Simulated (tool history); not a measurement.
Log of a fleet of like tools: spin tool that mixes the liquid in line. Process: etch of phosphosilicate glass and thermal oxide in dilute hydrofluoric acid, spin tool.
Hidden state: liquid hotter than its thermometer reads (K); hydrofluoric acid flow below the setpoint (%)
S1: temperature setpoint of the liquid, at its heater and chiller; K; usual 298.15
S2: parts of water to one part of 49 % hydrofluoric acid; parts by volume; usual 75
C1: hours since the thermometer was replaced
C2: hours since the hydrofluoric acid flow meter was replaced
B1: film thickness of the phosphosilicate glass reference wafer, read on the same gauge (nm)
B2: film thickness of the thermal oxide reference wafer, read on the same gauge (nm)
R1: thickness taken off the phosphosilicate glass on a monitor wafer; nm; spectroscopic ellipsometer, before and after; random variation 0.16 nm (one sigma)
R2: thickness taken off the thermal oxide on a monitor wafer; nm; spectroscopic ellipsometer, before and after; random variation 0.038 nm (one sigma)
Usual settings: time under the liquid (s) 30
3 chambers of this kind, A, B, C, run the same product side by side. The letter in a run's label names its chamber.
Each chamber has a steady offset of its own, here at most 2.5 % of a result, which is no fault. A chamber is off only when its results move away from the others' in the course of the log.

run 1A hour=7 | S1=298.15 S2=75 time_under_the_liquid_(s)=30 | C1=241.5 C2=401.7 | B1=110 B2=40.003 | R1=50.519 R2=2.1222
run 2C hour=12.4 | S1=298.15 S2=75 time_under_the_liquid_(s)=30 | C1=2142.5 C2=34.3 | B1=110.01 B2=39.98 | R1=51.778 R2=1.9988
run 3B hour=19.5 | S1=298.15 S2=75 time_under_the_liquid_(s)=30 | C1=446.7 C2=337.7 | B1=110 B2=40.014 | R1=51.184 R2=2.0794
run 4A hour=24.9 | S1=298.15 S2=75 time_under_the_liquid_(s)=30 | C1=259.4 C2=419.6 | B1=110 B2=40.032 | R1=50.737 R2=2.0825
run 5B hour=31 | S1=298.15 S2=75 time_under_the_liquid_(s)=30 | C1=458.2 C2=349.2 | B1=110 B2=39.954 | R1=51.233 R2=2.1424
run 6C hour=38.2 | S1=298.15 S2=75 time_under_the_liquid_(s)=30 | C1=2168.3 C2=60.1 | B1=110 B2=39.966 | R1=51.678 R2=2.0509
run 7C hour=45 | S1=298.15 S2=75 time_under_the_liquid_(s)=30 | C1=2175.1 C2=66.9 | B1=110 B2=39.974 | R1=51.795 R2=2.0693
run 8A hour=50.8 | S1=298.15 S2=75 time_under_the_liquid_(s)=50 | C1=285.3 C2=445.5 | B1=110 B2=40.013 | R1=84.296 R2=3.4414
run 9B hour=56.9 | S1=298.15 S2=75 time_under_the_liquid_(s)=50 | C1=484.1 C2=375.1 | B1=110.02 B2=39.979 | R1=85.348 R2=3.4559
run 10B hour=65 | S1=298.15 S2=75 time_under_the_liquid_(s)=50 | C1=492.2 C2=383.2 | B1=109.99 B2=39.976 | R1=85.345 R2=3.4224
run 11A hour=70.1 | S1=298.15 S2=75 time_under_the_liquid_(s)=30 | C1=304.6 C2=464.8 | B1=110 B2=40.011 | R1=50.484 R2=2.0488
run 12C hour=77.1 | S1=298.15 S2=75 time_under_the_liquid_(s)=30 | C1=2207.2 C2=99 | B1=110 B2=40.028 | R1=52.092 R2=2.1126
run 13A hour=84.7 | S1=298.15 S2=75 time_under_the_liquid_(s)=30 | C1=319.2 C2=479.4 | B1=110 B2=40.003 | R1=50.656 R2=2.0684
run 14B hour=93 | S1=298.15 S2=95 time_under_the_liquid_(s)=30 | C1=520.2 C2=411.2 | B1=110.03 B2=40.034 | R1=39.407 R2=1.5992
run 15C hour=100.1 | S1=298.15 S2=95 time_under_the_liquid_(s)=30 | C1=2230.2 C2=122 | B1=109.99 B2=40.009 | R1=39.772 R2=1.5428
run 16C hour=107.3 | S1=298.15 S2=95 time_under_the_liquid_(s)=30 | C1=2237.4 C2=129.2 | B1=109.99 B2=40.033 | R1=39.931 R2=1.5793
run 17A hour=111.4 | S1=298.15 S2=75 time_under_the_liquid_(s)=30 | C1=345.9 C2=506.1 | B1=110.02 B2=40.032 | R1=50.668 R2=2.0862
run 18B hour=118 | S1=298.15 S2=75 time_under_the_liquid_(s)=30 | C1=545.2 C2=436.2 | B1=110.01 B2=39.979 | R1=51.237 R2=2.1428
run 19C hour=122.8 | S1=298.15 S2=75 time_under_the_liquid_(s)=30 | C1=2252.9 C2=144.7 | B1=110.01 B2=39.956 | R1=51.675 R2=2.0309
run 20B hour=126.9 | S1=298.15 S2=75 time_under_the_liquid_(s)=30 | C1=554.1 C2=445.1 | B1=110.01 B2=39.95 | R1=51.659 R2=2.0925
run 21A hour=133.4 | S1=298.15 S2=75 time_under_the_liquid_(s)=30 | C1=367.9 C2=528.1 | B1=110.01 B2=40.007 | R1=50.531 R2=2.0978
run 22A hour=138.9 | S1=298.15 S2=75 time_under_the_liquid_(s)=30 | C1=373.4 C2=533.6 | B1=109.99 B2=39.992 | R1=50.276 R2=2.09
run 23C hour=142.7 | S1=300.65 S2=100 time_under_the_liquid_(s)=30 | C1=2272.8 C2=164.6 | B1=110 B2=40.002 | R1=41.27 R2=1.627
run 24B hour=149.6 | S1=300.65 S2=100 time_under_the_liquid_(s)=30 | C1=576.8 C2=467.8 | B1=109.99 B2=40.043 | R1=40.531 R2=1.7244
run 25A hour=157.5 | S1=300.65 S2=100 time_under_the_liquid_(s)=30 | C1=392 C2=552.2 | B1=109.99 B2=39.975 | R1=40.47 R2=1.6252
run 26C hour=161.8 | S1=298.15 S2=75 time_under_the_liquid_(s)=30 | C1=2291.9 C2=183.7 | B1=109.98 B2=39.963 | R1=51.9 R2=2.0881
run 27B hour=167.3 | S1=298.15 S2=75 time_under_the_liquid_(s)=30 | C1=594.5 C2=485.5 | B1=109.99 B2=39.995 | R1=51.116 R2=2.0594
run 28A hour=171.8 | S1=300.65 S2=75 time_under_the_liquid_(s)=30 | C1=406.3 C2=566.5 | B1=109.99 B2=40.011 | R1=55.899 R2=2.3115
run 29B hour=177.8 | S1=300.65 S2=75 time_under_the_liquid_(s)=30 | C1=605 C2=496 | B1=110.01 B2=39.992 | R1=56.329 R2=2.3684
run 30C hour=182.9 | S1=300.65 S2=75 time_under_the_liquid_(s)=30 | C1=2313 C2=204.8 | B1=109.99 B2=39.979 | R1=57.375 R2=2.2928
run 31A hour=188.2 | S1=298.15 S2=75 time_under_the_liquid_(s)=30 | C1=422.7 C2=582.9 | B1=110 B2=40.009 | R1=50.571 R2=2.1029
-- hour=193.2 chamber A: hydrofluoric acid flow meter replaced
run 32C hour=193.5 | S1=298.15 S2=75 time_under_the_liquid_(s)=30 | C1=2323.6 C2=215.4 | B1=109.99 B2=40.002 | R1=51.61 R2=2.1023
run 33B hour=200.6 | S1=298.15 S2=75 time_under_the_liquid_(s)=30 | C1=627.8 C2=518.8 | B1=110.01 B2=40.026 | R1=51.23 R2=2.0664
run 34B hour=207.1 | S1=298.15 S2=75 time_under_the_liquid_(s)=30 | C1=634.3 C2=525.3 | B1=110 B2=40.015 | R1=50.98 R2=2.0715
run 35C hour=210.8 | S1=298.15 S2=75 time_under_the_liquid_(s)=30 | C1=2340.9 C2=232.7 | B1=110.01 B2=40.007 | R1=51.738 R2=2.0941
run 36A hour=214.8 | S1=293.65 S2=75 time_under_the_liquid_(s)=30 | C1=449.3 C2=21.7 | B1=110 B2=39.999 | R1=42.036 R2=1.76
run 37B hour=219 | S1=293.65 S2=75 time_under_the_liquid_(s)=30 | C1=646.2 C2=537.2 | B1=110.01 B2=40.011 | R1=42.596 R2=1.7805
run 38C hour=225.9 | S1=293.65 S2=75 time_under_the_liquid_(s)=30 | C1=2356 C2=247.8 | B1=109.98 B2=40.031 | R1=43.01 R2=1.7048
run 39A hour=234.3 | S1=298.15 S2=75 time_under_the_liquid_(s)=30 | C1=468.8 C2=41.2 | B1=110.01 B2=39.975 | R1=50.719 R2=2.0985
run 40B hour=239.8 | S1=298.15 S2=75 time_under_the_liquid_(s)=30 | C1=667 C2=558 | B1=110.02 B2=40.018 | R1=50.999 R2=2.0904

Next, every chamber runs the same settings. What will each give?
run 41A hour=245.8 | S1=298.15 S2=95 time_under_the_liquid_(s)=30 | R1=? R2=?
run 41B hour=245.8 | S1=298.15 S2=95 time_under_the_liquid_(s)=30 | R1=? R2=?
run 41C hour=245.8 | S1=298.15 S2=95 time_under_the_liquid_(s)=30 | R1=? R2=?

run=41A R1=38.868 R2=1.5549
run=41B R1=39.488 R2=1.5695
run=41C R1=39.849 R2=1.5211
